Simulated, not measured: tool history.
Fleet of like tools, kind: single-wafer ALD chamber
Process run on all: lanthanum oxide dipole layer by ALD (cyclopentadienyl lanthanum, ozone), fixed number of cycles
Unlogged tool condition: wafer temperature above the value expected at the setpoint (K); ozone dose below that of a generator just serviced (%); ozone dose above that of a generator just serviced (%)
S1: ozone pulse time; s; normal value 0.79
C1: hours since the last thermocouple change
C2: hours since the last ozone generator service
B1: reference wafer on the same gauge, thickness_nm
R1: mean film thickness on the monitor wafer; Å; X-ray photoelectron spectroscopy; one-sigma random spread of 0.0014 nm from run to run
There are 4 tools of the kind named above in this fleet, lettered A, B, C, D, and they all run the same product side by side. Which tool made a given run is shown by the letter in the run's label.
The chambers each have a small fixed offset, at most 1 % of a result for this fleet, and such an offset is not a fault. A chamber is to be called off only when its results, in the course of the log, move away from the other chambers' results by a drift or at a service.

Run 1C, day 0.475: usual settings; C1 1055.4; C2 256.2; B1 0.41999. Result: R1 4.5959 Å.
Run 2A, day 0.696: usual settings; C1 929.4; C2 826.1; B1 0.41992. Result: R1 4.5418 Å.
At day 0.975: chamber C: thermocouple changed; heater temperature recalibrated.
Run 3B, day 1.088: usual settings; C1 443.5; C2 987.6; B1 0.42017. Result: R1 4.6466 Å.
Run 4D, day 1.317: usual settings; C1 1260.3; C2 895.7; B1 0.42025. Result: R1 4.6147 Å.
At day 1.612: chamber D: ozone generator serviced.
Run 5B, day 1.692: usual settings; C1 458.0; C2 1002.1; B1 0.42022. Result: R1 4.6548 Å.
Run 6C, day 2.096: usual settings; C1 27.0; C2 295.1; B1 0.41996. Result: R1 4.5886 Å.
Run 7A, day 2.325: usual settings; C1 968.5; C2 865.2; B1 0.42011. Result: R1 4.5514 Å.
Run 8D, day 2.638: usual settings; C1 1292.0; C2 24.7; B1 0.42039. Result: R1 4.6300 Å.
Run 9A, day 3.100: usual settings; C1 987.1; C2 883.8; B1 0.41980. Result: R1 4.5470 Å.
Run 10D, day 3.362: usual settings; C1 1309.4; C2 42.1; B1 0.41989. Result: R1 4.6166 Å.
Run 11C, day 3.612: usual settings; C1 63.4; C2 331.5; B1 0.42002. Result: R1 4.6015 Å.
Run 12B, day 4.029: usual settings; C1 514.1; C2 1058.2; B1 0.41970. Result: R1 4.6149 Å.
Run 13C, day 4.346: usual settings; C1 81.0; C2 349.1; B1 0.41959. Result: R1 4.5789 Å.
Run 14B, day 4.829: usual settings; C1 533.3; C2 1077.4; B1 0.41969. Result: R1 4.6503 Å.
Run 15A, day 5.308: usual settings; C1 1040.1; C2 936.8; B1 0.41973. Result: R1 4.5452 Å.
Run 16D, day 5.671: usual settings; C1 1364.8; C2 97.5; B1 0.41955. Result: R1 4.6279 Å.
Run 17C, day 5.962: usual settings; C1 119.8; C2 387.9; B1 0.42006. Result: R1 4.5813 Å.
Run 18A, day 6.446: usual settings; C1 1067.4; C2 964.1; B1 0.41963. Result: R1 4.5766 Å.
Run 19D, day 6.838: usual settings but S1 0.93 s; C1 1392.8; C2 125.5; B1 0.42008. Result: R1 4.9094 Å.
Run 20B, day 7.067: usual settings but S1 0.93 s; C1 587.0; C2 1131.1; B1 0.42003. Result: R1 4.9084 Å.
Run 21B, day 7.367: usual settings but S1 0.93 s; C1 594.2; C2 1138.3; B1 0.41993. Result: R1 4.9209 Å.
Run 22C, day 7.588: usual settings but S1 0.93 s; C1 158.8; C2 426.9; B1 0.42026. Result: R1 4.8876 Å.
Run 23A, day 8.058: usual settings; C1 1106.1; C2 1002.8; B1 0.42017. Result: R1 4.5761 Å.
Run 24D, day 8.508: usual settings; C1 1432.9; C2 165.6; B1 0.42017. Result: R1 4.6129 Å.
Run 25C, day 8.833: usual settings; C1 188.7; C2 456.8; B1 0.41985. Result: R1 4.5874 Å.
Run 26D, day 9.312: usual settings but S1 0.65 s; C1 1452.2; C2 184.9; B1 0.41984. Result: R1 4.2601 Å.
Run 27A, day 9.762: usual settings but S1 0.65 s; C1 1147.0; C2 1043.7; B1 0.41991. Result: R1 4.1676 Å.
Run 28B, day 10.196: usual settings but S1 0.65 s; C1 662.1; C2 1206.2; B1 0.42005. Result: R1 4.2519 Å.
Run 29D, day 10.504: usual settings but S1 0.65 s; C1 1480.8; C2 213.5; B1 0.41985. Result: R1 4.2646 Å.
Run 30B, day 10.929: usual settings; C1 679.7; C2 1223.8; B1 0.41997. Result: R1 4.6564 Å.
Run 31A, day 11.275: usual settings; C1 1183.3; C2 1080.0; B1 0.42024. Result: R1 4.5611 Å.
Run 32C, day 11.588: usual settings; C1 254.8; C2 522.9; B1 0.42007. Result: R1 4.5769 Å.
Run 33C, day 11.888: usual settings but S1 0.66 s; C1 262.0; C2 530.1; B1 0.42000. Result: R1 4.2477 Å.
Run 34D, day 12.108: usual settings but S1 0.66 s; C1 1519.3; C2 252.0; B1 0.41979. Result: R1 4.2864 Å.
Run 35B, day 12.438: usual settings but S1 0.66 s; C1 715.9; C2 1260.0; B1 0.42032. Result: R1 4.2850 Å.
Run 36A, day 12.733: usual settings but S1 0.66 s; C1 1218.3; C2 1115.0; B1 0.41964. Result: R1 4.1726 Å.
Run 37D, day 13.183: usual settings; C1 1545.1; C2 277.8; B1 0.41999. Result: R1 4.6366 Å.
Run 38B, day 13.608: usual settings; C1 744.0; C2 1288.1; B1 0.42022. Result: R1 4.6365 Å.
Run 39C, day 13.900: usual settings; C1 310.3; C2 578.4; B1 0.41978. Result: R1 4.5862 Å.
Run 40A, day 14.342: usual settings; C1 1256.9; C2 1153.6; B1 0.41958. Result: R1 4.5381 Å.

One chamber off, gauge drift, or nothing amiss beyond the chambers' own small offsets? If it is a chamber, which one, and what is the likeliest cause?

All chambers stay in line apart from their small fixed offsets, and the gauge does not drift.

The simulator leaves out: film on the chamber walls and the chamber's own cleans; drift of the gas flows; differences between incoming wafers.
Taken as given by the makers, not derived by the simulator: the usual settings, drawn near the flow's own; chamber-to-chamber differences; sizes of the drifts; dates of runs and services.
